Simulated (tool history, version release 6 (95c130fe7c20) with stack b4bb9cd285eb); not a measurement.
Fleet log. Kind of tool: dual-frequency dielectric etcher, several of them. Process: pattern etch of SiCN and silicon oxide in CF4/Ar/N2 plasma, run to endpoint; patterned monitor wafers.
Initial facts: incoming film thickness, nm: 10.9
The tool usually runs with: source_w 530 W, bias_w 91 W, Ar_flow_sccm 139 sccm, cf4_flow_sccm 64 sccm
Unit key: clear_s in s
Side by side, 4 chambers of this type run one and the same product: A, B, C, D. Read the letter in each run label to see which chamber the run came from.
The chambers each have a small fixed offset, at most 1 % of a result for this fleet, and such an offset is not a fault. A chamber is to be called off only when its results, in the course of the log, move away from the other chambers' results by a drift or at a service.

run	hour	source_w	bias_w	Ar_flow_sccm	cf4_flow_sccm	hours since the last wet clean	hours since the last source power generator calibration	hours since the last bias power generator calibration	hours since the last Ar flow controller change	hours since the last CF4 flow controller change	clear_s
1B	16.4	530	91	139	64	462.7	113.0	1213.0	539.4	3176.2	10.7810
2D	25.5	530	91	139	64	80.7	1840.6	1080.2	2743.6	1636.9	11.0380
3A	37.8	530	91	139	64	508.2	2231.8	1198.1	2520.8	2594.2	10.5070
4C	47.4	530	91	139	64	445.6	2159.7	176.4	828.5	1963.6	10.8150
5B	57.3	580	91	129	64	503.6	153.9	1253.9	580.3	3217.1	9.8824
6C	71.0	580	91	129	64	469.2	2183.3	200.0	852.1	1987.2	9.9912
7A	87.0	580	91	129	64	557.4	2281.0	1247.3	2570.0	2643.4	9.7201
# hour 96.2: chamber A: wet clean of the chamber
8D	101.2	580	91	129	64	156.4	1916.3	1155.9	2819.3	1712.6	10.0310
9C	111.4	530	112	106	64	509.6	2223.7	240.4	892.5	2027.6	9.5641
10A	122.3	530	112	106	64	26.1	2316.3	1282.6	2605.3	2678.7	9.6011
11B	132.9	530	112	106	64	579.2	229.5	1329.5	655.9	3292.7	9.4342
# hour 141.5: chamber C: wet clean of the chamber
12D	141.9	530	112	106	64	197.1	1957.0	1196.6	2860.0	1753.3	9.6130
13B	158.1	530	91	139	64	604.4	254.7	1354.7	681.1	3317.9	10.5720
14D	173.7	530	91	139	64	228.9	1988.8	1228.4	2891.8	1785.1	10.8100
15C	189.8	530	91	139	64	48.4	2302.1	318.8	970.9	2106.0	10.7000
16A	203.3	530	91	139	64	107.1	2397.3	1363.6	2686.3	2759.7	10.6920
# hour 209.1: chamber B: CF4 flow controller replaced
17D	211.8	530	91	139	64	267.0	2026.9	1266.5	2929.9	1823.2	10.8180
18C	219.5	530	91	139	64	78.1	2331.8	348.5	1000.6	2135.7	10.7870
19A	232.5	530	91	139	64	136.3	2426.5	1392.8	2715.5	2788.9	10.7400
20B	248.5	530	84	139	64	694.8	345.1	1445.1	771.5	39.5	10.6970
21B	260.5	530	84	139	64	706.8	357.1	1457.1	783.5	51.5	10.6790
22A	275.6	530	84	139	64	179.4	2469.6	1435.9	2758.6	2832.0	10.9720
23D	285.5	530	84	139	64	340.7	2100.6	1340.2	3003.6	1896.9	11.1470
24C	299.6	530	91	139	64	158.2	2411.9	428.6	1080.7	2215.8	10.8770
25D	309.9	530	91	139	64	365.1	2125.0	1364.6	3028.0	1921.3	10.8230
26A	319.7	530	91	139	64	223.5	2513.7	1480.0	2802.7	2876.1	10.7640
27B	332.8	530	71	139	58	779.1	429.4	1529.4	855.8	123.8	11.5760
28C	342.8	530	71	139	58	201.4	2455.1	471.8	1123.9	2259.0	11.8070
29D	355.4	530	71	139	58	410.6	2170.5	1410.1	3073.5	1966.8	12.0250
30B	371.0	530	71	139	58	817.3	467.6	1567.6	894.0	162.0	11.2740
31C	378.6	530	91	139	64	237.2	2490.9	507.6	1159.7	2294.8	10.8420

Predict what each chamber gives when all 4 of them run the settings below next.
32A	390.5	530	91	112	64						?
32B	390.5	530	91	112	64						?
32C	390.5	530	91	112	64						?
32D	390.5	530	91	112	64						?

run	clear_s
32A	10.2510
32B	9.8176
32C	10.4170
32D	10.7030
